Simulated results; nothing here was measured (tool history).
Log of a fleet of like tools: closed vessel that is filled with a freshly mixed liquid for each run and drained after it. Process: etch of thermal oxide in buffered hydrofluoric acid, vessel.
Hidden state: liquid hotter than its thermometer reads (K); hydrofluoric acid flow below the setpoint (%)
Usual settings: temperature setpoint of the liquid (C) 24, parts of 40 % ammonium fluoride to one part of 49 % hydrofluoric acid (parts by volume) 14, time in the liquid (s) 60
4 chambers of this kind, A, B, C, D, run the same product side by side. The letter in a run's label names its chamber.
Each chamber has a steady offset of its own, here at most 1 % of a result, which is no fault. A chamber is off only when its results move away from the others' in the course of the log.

run	hour	temperature setpoint of the liquid (C)	parts of 40 % ammonium fluoride to one part of 49 % hydrofluoric acid (parts by volume)	time in the liquid (s)	hours since the thermometer was replaced	hours since the hydrofluoric acid flow meter was replaced	read-back film thickness of the thermal oxide reference wafer, read on the same gauge (nm)	thickness taken off the thermal oxide on a monitor wafer (angstrom)
1B	7.5	24	14	60	1163.6	168.2	49.995	496.96
2A	13.1	24	14	60	299.6	465.6	49.998	497.05
3D	24	24	14	60	222.8	1344	49.978	511.38
4C	33.3	24	14	60	1143.4	563.3	49.925	500.72
5B	42	24	14	60	1198.1	202.7	49.996	509.14
6D	51.2	24	14	60	250	1371.2	49.996	518.29
7A	58.6	24	14	30	345.1	511.1	50.014	251.33
8C	68.1	24	14	30	1178.2	598.1	50.018	251.06
# hour 74.4: chamber C: thermometer replaced
9A	75.9	24	14	30	362.4	528.4	49.969	249.26
10B	81.8	24	14	30	1237.9	242.5	50.009	259.85
11C	91.5	24	14	45	17.2	621.5	50.017	379.64
12D	102.3	24	14	45	301.1	1422.3	50.028	379.38
13A	108.5	24	14	45	395	561	50.051	378.08
14C	117.4	24	14	45	43.1	647.4	50.003	378.98
15B	126.7	24	14	60	1282.8	287.4	50.017	524.94
16D	136.7	24	14	60	335.5	1456.7	50.045	517.13
# hour 145.2: chamber D: hydrofluoric acid flow meter replaced
17D	145.3	24	14	60	344.1	0.1	50.023	509.15
18B	152.9	24	14	60	1309	313.6	49.996	543.07
19A	161.2	24	14	60	447.7	613.7	49.962	499.2
20C	169.4	24	14	60	95.1	699.4	49.954	503.16
21C	179.5	24	14	60	105.2	709.5	49.968	502.14
22A	186.6	24	14	60	473.1	639.1	49.993	503.05
23D	194.3	21	12	60	393.1	49.1	49.973	497.85
24B	201.5	21	12	60	1357.6	362.2	49.983	536.44
25C	212	21	12	60	137.7	742	50.005	490.78
26A	221.4	21	12	60	507.9	673.9	49.993	494.61
27D	226.9	24	14	60	425.7	81.7	50.033	514.96
28B	237.1	24	14	60	1393.2	397.8	49.957	554.82
29A	248	24	14	60	534.5	700.5	49.997	513.07
30B	259.5	24	14	60	1415.6	420.2	49.989	565.31
31C	270	24	14	60	195.7	800	49.963	507.22
32D	280.8	24	9.5	30	479.6	135.6	50.02	364.21
33A	287.3	24	9.5	30	573.8	739.8	50.013	356.85
34B	293.2	24	9.5	30	1449.3	453.9	50.01	413.74
35C	299.1	24	9.5	30	224.8	829.1	49.996	361.03

Is one chamber off against the others, does the gauge drift, or is nothing wrong? If a chamber is off, say which, and what the likeliest cause is.

Chamber B drifts away from the others.
Cause: liquid hotter than its thermometer reads (K) = 2.4.
The log may not tell that from: hydrofluoric acid flow above the setpoint (%).

Here are 4 candidates for chamber B's next run, each the usual settings with a change, their results left as question marks. Which one brings its results back in line with what the others give on the usual settings?
In line means no further than this from the other chambers' mean on the usual settings: thickness taken off the thermal oxide on a monitor wafer (angstrom) 16
36B-1	307.5	24	14.5	55				?
36B-2	307.5	24	13.5	60				?
36B-3	307.5	24.5	13.5	65				?
36B-4	307.5	24	14.5	60				?

The other chambers' mean on the usual settings: thickness taken off the thermal oxide on a monitor wafer (angstrom) 503.42
run	thickness taken off the thermal oxide on a monitor wafer (angstrom)
36B-1	508.36
36B-2	595.4
36B-3	662.56
36B-4	554.57
36B-1 brings the chamber back in line.
